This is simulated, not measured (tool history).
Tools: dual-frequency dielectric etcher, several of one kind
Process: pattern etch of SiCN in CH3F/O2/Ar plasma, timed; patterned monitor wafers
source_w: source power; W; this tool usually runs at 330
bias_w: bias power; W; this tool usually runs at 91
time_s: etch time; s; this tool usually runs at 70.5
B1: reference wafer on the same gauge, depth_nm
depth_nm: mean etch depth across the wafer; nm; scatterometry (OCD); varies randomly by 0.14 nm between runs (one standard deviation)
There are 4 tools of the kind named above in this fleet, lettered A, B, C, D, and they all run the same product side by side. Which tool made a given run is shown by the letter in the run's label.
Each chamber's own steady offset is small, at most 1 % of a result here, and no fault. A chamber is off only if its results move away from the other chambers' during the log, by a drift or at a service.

{"run": "1A", "hour": 4.6, "source_w": 330, "bias_w": 91, "time_s": 70.5, "B1": 25.484, "depth_nm": 26.824}
{"run": "2D", "hour": 10.2, "source_w": 330, "bias_w": 91, "time_s": 70.5, "B1": 25.494, "depth_nm": 27.122}
{"run": "3C", "hour": 14.6, "source_w": 330, "bias_w": 91, "time_s": 70.5, "B1": 25.506, "depth_nm": 26.69}
{"run": "4B", "hour": 19.2, "source_w": 330, "bias_w": 91, "time_s": 70.5, "B1": 25.521, "depth_nm": 26.542}
{"run": "5D", "hour": 24.3, "source_w": 330, "bias_w": 91, "time_s": 70.5, "B1": 25.502, "depth_nm": 26.972}
{"run": "6A", "hour": 27.3, "source_w": 330, "bias_w": 91, "time_s": 70.5, "B1": 25.508, "depth_nm": 26.855}
{"run": "7B", "hour": 30.1, "source_w": 330, "bias_w": 91, "time_s": 70.5, "B1": 25.512, "depth_nm": 27.074}
{"run": "8C", "hour": 33.3, "source_w": 330, "bias_w": 91, "time_s": 70.5, "B1": 25.444, "depth_nm": 26.928}
{"run": "9B", "hour": 35.9, "source_w": 330, "bias_w": 91, "time_s": 70.5, "B1": 25.498, "depth_nm": 26.88}
{"run": "10C", "hour": 38.9, "source_w": 330, "bias_w": 91, "time_s": 70.5, "B1": 25.489, "depth_nm": 27.267}
{"run": "11D", "hour": 42.1, "source_w": 330, "bias_w": 91, "time_s": 70.5, "B1": 25.527, "depth_nm": 26.929}
{"run": "12A", "hour": 45.9, "source_w": 330, "bias_w": 91, "time_s": 70.5, "B1": 25.496, "depth_nm": 26.703}
{"run": "13B", "hour": 49.7, "source_w": 330, "bias_w": 91, "time_s": 70.5, "B1": 25.503, "depth_nm": 26.775}
{"run": "14A", "hour": 55.3, "source_w": 330, "bias_w": 91, "time_s": 70.5, "B1": 25.508, "depth_nm": 26.857}
{"run": "15D", "hour": 61.1, "source_w": 330, "bias_w": 91, "time_s": 70.5, "B1": 25.496, "depth_nm": 27.061}
{"run": "16C", "hour": 66.1, "source_w": 330, "bias_w": 91, "time_s": 70.5, "B1": 25.497, "depth_nm": 27.081}
{"run": "17A", "hour": 71.7, "source_w": 330, "bias_w": 91, "time_s": 70.5, "B1": 25.518, "depth_nm": 26.884}
{"run": "18C", "hour": 76.9, "source_w": 330, "bias_w": 91, "time_s": 70.5, "B1": 25.495, "depth_nm": 27.084}
{"run": "19D", "hour": 80.0, "source_w": 330, "bias_w": 91, "time_s": 70.5, "B1": 25.47, "depth_nm": 26.813}
{"run": "20B", "hour": 85.7, "source_w": 330, "bias_w": 91, "time_s": 70.5, "B1": 25.499, "depth_nm": 25.929}
{"run": "21B", "hour": 89.1, "source_w": 330, "bias_w": 91, "time_s": 70.5, "B1": 25.513, "depth_nm": 25.972}
{"run": "22C", "hour": 92.6, "source_w": 330, "bias_w": 91, "time_s": 70.5, "B1": 25.489, "depth_nm": 26.857}
{"run": "23A", "hour": 96.6, "source_w": 330, "bias_w": 91, "time_s": 70.5, "B1": 25.509, "depth_nm": 26.85}
{"run": "24D", "hour": 102.1, "source_w": 290, "bias_w": 91, "time_s": 63.0, "B1": 25.517, "depth_nm": 22.941}
{"run": "25A", "hour": 105.3, "source_w": 290, "bias_w": 91, "time_s": 63.0, "B1": 25.528, "depth_nm": 22.954}
{"run": "26B", "hour": 110.5, "source_w": 290, "bias_w": 91, "time_s": 63.0, "B1": 25.53, "depth_nm": 21.647}
{"run": "27D", "hour": 114.3, "source_w": 290, "bias_w": 91, "time_s": 63.0, "B1": 25.481, "depth_nm": 23.008}
{"hour": 115.9, "done": "chamber C: wet clean of the chamber"}
{"run": "28C", "hour": 117.7, "source_w": 330, "bias_w": 91, "time_s": 70.5, "B1": 25.496, "depth_nm": 26.661}
{"run": "29C", "hour": 121.7, "source_w": 330, "bias_w": 91, "time_s": 70.5, "B1": 25.507, "depth_nm": 26.839}
{"run": "30D", "hour": 124.9, "source_w": 330, "bias_w": 91, "time_s": 70.5, "B1": 25.464, "depth_nm": 26.99}

Each of the 4 chambers runs these same settings next. Fill in every chamber's results:
{"run": "31A", "hour": 129.0, "source_w": 330, "bias_w": 91, "time_s": 70.5, "depth_nm": "?"}
{"run": "31B", "hour": 129.0, "source_w": 330, "bias_w": 91, "time_s": 70.5, "depth_nm": "?"}
{"run": "31C", "hour": 129.0, "source_w": 330, "bias_w": 91, "time_s": 70.5, "depth_nm": "?"}
{"run": "31D", "hour": 129.0, "source_w": 330, "bias_w": 91, "time_s": 70.5, "depth_nm": "?"}

run=31A depth_nm=26.695
run=31B depth_nm=25.271
run=31C depth_nm=26.912
run=31D depth_nm=27.178
